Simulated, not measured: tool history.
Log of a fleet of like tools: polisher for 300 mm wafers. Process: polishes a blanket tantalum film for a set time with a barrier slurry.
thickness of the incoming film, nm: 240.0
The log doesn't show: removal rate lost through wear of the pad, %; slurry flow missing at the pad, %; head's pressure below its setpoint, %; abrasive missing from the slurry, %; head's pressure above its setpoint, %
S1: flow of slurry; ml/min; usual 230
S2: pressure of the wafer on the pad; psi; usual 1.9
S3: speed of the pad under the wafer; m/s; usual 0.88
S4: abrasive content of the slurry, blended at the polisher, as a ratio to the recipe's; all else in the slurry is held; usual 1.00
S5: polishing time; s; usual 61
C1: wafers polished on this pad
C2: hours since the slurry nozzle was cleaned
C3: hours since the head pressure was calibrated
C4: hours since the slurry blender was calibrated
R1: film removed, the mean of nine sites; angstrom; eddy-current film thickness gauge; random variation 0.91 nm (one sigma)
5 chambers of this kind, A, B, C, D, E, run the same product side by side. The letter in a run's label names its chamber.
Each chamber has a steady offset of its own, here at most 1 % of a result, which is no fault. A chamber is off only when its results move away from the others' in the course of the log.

-- hour=9.7 chamber D: worn pad replaced by a new one
run 1B hour=10.0 | S1=230 S2=1.9 S3=0.88 S4=1.00 S5=61 | C1=392 C2=128.1 C3=650.5 C4=341.4 | R1=991.52
run 2C hour=16.8 | S1=230 S2=1.9 S3=0.88 S4=1.00 S5=61 | C1=1093 C2=243.1 C3=819.0 C4=150.4 | R1=983.52
-- hour=17.0 chamber D: slurry blender recalibrated
-- hour=22.2 chamber E: worn pad replaced by a new one
run 3D hour=24.8 | S1=230 S2=1.9 S3=0.88 S4=1.00 S5=61 | C1=128 C2=91.3 C3=145.9 C4=7.8 | R1=1000.30
-- hour=31.1 chamber C: worn pad replaced by a new one
run 4E hour=32.3 | S1=230 S2=1.9 S3=0.88 S4=1.00 S5=61 | C1=86 C2=116.7 C3=661.2 C4=89.8 | R1=1007.80
run 5A hour=44.0 | S1=230 S2=1.9 S3=0.88 S4=1.00 S5=61 | C1=793 C2=208.9 C3=1038.5 C4=225.3 | R1=997.90
run 6A hour=49.6 | S1=230 S2=1.9 S3=0.88 S4=1.00 S5=61 | C1=841 C2=214.5 C3=1044.1 C4=230.9 | R1=1004.90
run 7E hour=60.3 | S1=230 S2=1.9 S3=0.88 S4=1.00 S5=61 | C1=324 C2=144.7 C3=689.2 C4=117.8 | R1=999.63
-- hour=63.6 chamber B: slurry blender recalibrated
run 8B hour=67.1 | S1=230 S2=1.9 S3=0.88 S4=1.00 S5=61 | C1=877 C2=185.2 C3=707.6 C4=3.6 | R1=991.28
run 9C hour=76.3 | S1=230 S2=1.9 S3=0.88 S4=1.00 S5=61 | C1=385 C2=302.6 C3=878.5 C4=209.9 | R1=988.97
run 10D hour=82.0 | S1=230 S2=1.9 S3=0.88 S4=1.00 S5=61 | C1=615 C2=148.5 C3=203.1 C4=65.0 | R1=992.32
run 11E hour=90.1 | S1=230 S2=1.9 S3=0.88 S4=1.00 S5=61 | C1=577 C2=174.5 C3=719.0 C4=147.6 | R1=970.26
-- hour=94.1 chamber D: worn pad replaced by a new one
run 12C hour=95.7 | S1=230 S2=1.9 S3=0.88 S4=1.00 S5=61 | C1=550 C2=322.0 C3=897.9 C4=229.3 | R1=976.98
run 13A hour=103.5 | S1=230 S2=1.9 S3=0.88 S4=1.00 S5=61 | C1=1300 C2=268.4 C3=1098.0 C4=284.8 | R1=1029.30
-- hour=106.6 chamber A: worn pad replaced by a new one
-- hour=108.1 chamber E: slurry blender recalibrated
-- hour=109.3 chamber C: head pressure recalibrated
run 14B hour=113.8 | S1=230 S2=1.9 S3=0.70 S4=0.85 S5=61 | C1=1275 C2=231.9 C3=754.3 C4=50.3 | R1=756.49
run 15D hour=124.1 | S1=230 S2=1.9 S3=0.70 S4=0.85 S5=61 | C1=255 C2=190.6 C3=245.2 C4=107.1 | R1=752.83
run 16D hour=133.5 | S1=230 S2=1.9 S3=0.70 S4=0.85 S5=61 | C1=335 C2=200.0 C3=254.6 C4=116.5 | R1=775.16
-- hour=137.4 chamber B: worn pad replaced by a new one
run 17E hour=138.8 | S1=230 S2=1.9 S3=0.70 S4=0.85 S5=61 | C1=992 C2=223.2 C3=767.7 C4=30.7 | R1=742.68
-- hour=139.2 chamber E: worn pad replaced by a new one
run 18C hour=148.9 | S1=230 S2=1.9 S3=0.70 S4=0.85 S5=61 | C1=1002 C2=375.2 C3=39.7 C4=282.5 | R1=854.22
run 19A hour=158.3 | S1=295 S2=1.9 S3=0.88 S4=1.00 S5=74 | C1=440 C2=323.2 C3=1152.8 C4=339.6 | R1=1243.20
run 20B hour=169.5 | S1=295 S2=1.9 S3=0.88 S4=1.00 S5=74 | C1=273 C2=287.6 C3=810.0 C4=106.0 | R1=1220.60
run 21C hour=174.5 | S1=295 S2=1.9 S3=0.88 S4=1.00 S5=74 | C1=1220 C2=400.8 C3=65.3 C4=308.1 | R1=1389.50
run 22A hour=180.1 | S1=295 S2=1.9 S3=0.88 S4=1.00 S5=74 | C1=626 C2=345.0 C3=1174.6 C4=361.4 | R1=1253.20
-- hour=181.0 chamber D: worn pad replaced by a new one
run 23E hour=189.6 | S1=295 S2=1.9 S3=0.88 S4=1.00 S5=74 | C1=429 C2=274.0 C3=818.5 C4=81.5 | R1=1239.20
-- hour=194.3 chamber C: worn pad replaced by a new one
run 24B hour=200.0 | S1=230 S2=2.3 S3=0.88 S4=1.00 S5=79 | C1=532 C2=318.1 C3=840.5 C4=136.5 | R1=1563.80
run 25D hour=207.7 | S1=230 S2=2.3 S3=0.88 S4=1.00 S5=79 | C1=227 C2=274.2 C3=328.8 C4=190.7 | R1=1555.30
run 26C hour=217.2 | S1=230 S2=2.3 S3=0.88 S4=1.00 S5=79 | C1=194 C2=443.5 C3=108.0 C4=350.8 | R1=1724.80
run 27D hour=222.7 | S1=230 S2=2.3 S3=0.88 S4=1.00 S5=79 | C1=355 C2=289.2 C3=343.8 C4=205.7 | R1=1581.00
run 28E hour=233.9 | S1=230 S2=2.3 S3=0.88 S4=1.00 S5=79 | C1=805 C2=318.3 C3=862.8 C4=125.8 | R1=1535.50
run 29B hour=242.7 | S1=230 S2=1.9 S3=0.88 S4=1.00 S5=61 | C1=896 C2=360.8 C3=883.2 C4=179.2 | R1=988.16
-- hour=248.9 chamber D: worn pad replaced by a new one
run 30A hour=249.2 | S1=230 S2=1.9 S3=0.88 S4=1.00 S5=61 | C1=1214 C2=414.1 C3=1243.7 C4=430.5 | R1=1003.10
run 31D hour=254.8 | S1=230 S2=1.9 S3=0.88 S4=1.00 S5=61 | C1=50 C2=321.3 C3=375.9 C4=237.8 | R1=1002.10
-- hour=255.7 chamber E: worn pad replaced by a new one
-- hour=262.0 chamber E: head pressure recalibrated
run 32C hour=262.0 | S1=230 S2=1.9 S3=0.88 S4=0.80 S5=61 | C1=576 C2=488.3 C3=152.8 C4=395.6 | R1=1030.10
-- hour=262.5 chamber A: slurry blender recalibrated
run 33E hour=271.4 | S1=230 S2=1.9 S3=0.88 S4=0.80 S5=61 | C1=134 C2=355.8 C3=9.4 C4=163.3 | R1=939.41
-- hour=273.9 chamber E: slurry blender recalibrated
run 34A hour=279.0 | S1=230 S2=1.9 S3=0.88 S4=0.80 S5=61 | C1=1467 C2=443.9 C3=1273.5 C4=16.5 | R1=930.92
run 35B hour=284.8 | S1=230 S2=1.9 S3=0.88 S4=0.80 S5=61 | C1=1254 C2=402.9 C3=925.3 C4=221.3 | R1=919.89
-- hour=287.3 chamber B: worn pad replaced by a new one
-- hour=287.5 chamber A: worn pad replaced by a new one
run 36D hour=292.9 | S1=230 S2=1.9 S3=0.88 S4=0.80 S5=61 | C1=374 C2=359.4 C3=414.0 C4=275.9 | R1=927.79
run 37C hour=300.8 | S1=230 S2=1.9 S3=0.88 S4=1.00 S5=61 | C1=906 C2=527.1 C3=191.6 C4=434.4 | R1=1092.60
-- hour=304.5 chamber A: head pressure recalibrated
run 38A hour=309.4 | S1=230 S2=1.9 S3=0.88 S4=1.00 S5=61 | C1=186 C2=474.3 C3=5.0 C4=46.9 | R1=1003.70
run 39B hour=316.6 | S1=230 S2=1.9 S3=0.88 S4=1.00 S5=61 | C1=249 C2=434.7 C3=957.1 C4=253.1 | R1=991.69
run 40E hour=327.9 | S1=230 S2=1.9 S3=0.88 S4=1.00 S5=61 | C1=615 C2=412.3 C3=65.9 C4=54.0 | R1=989.48

What goes on in this fleet: one chamber off, a drifting gauge, or nothing beyond the chambers' own small offsets? Name the chamber and the cause, if any.

A service left chamber C off against the others.
Cause: head's pressure above its setpoint, % = 11.5.

Here are 4 candidates for chamber C's next run, each the usual settings with a change, their results left as question marks. Which one brings its results back in line with what the others give on the usual settings?
In line means no further than this from the other chambers' mean on the usual settings: R1 32.00 angstrom
run 41C-1 hour=336.4 | S1=230 S2=1.8 S3=0.82 S4=1.00 S5=57 | R1=?
run 41C-2 hour=336.4 | S1=230 S2=2.0 S3=0.90 S4=1.00 S5=63 | R1=?
run 41C-3 hour=336.4 | S1=230 S2=1.9 S3=1.06 S4=1.00 S5=61 | R1=?
run 41C-4 hour=336.4 | S1=230 S2=1.9 S3=0.88 S4=1.00 S5=55 | R1=?

The other chambers' mean on the usual settings: R1 997.62 angstrom
run=41C-1 R1=907.22
run=41C-2 R1=1221.70
run=41C-3 R1=1325.30
run=41C-4 R1=991.24
41C-4 brings the chamber back in line.
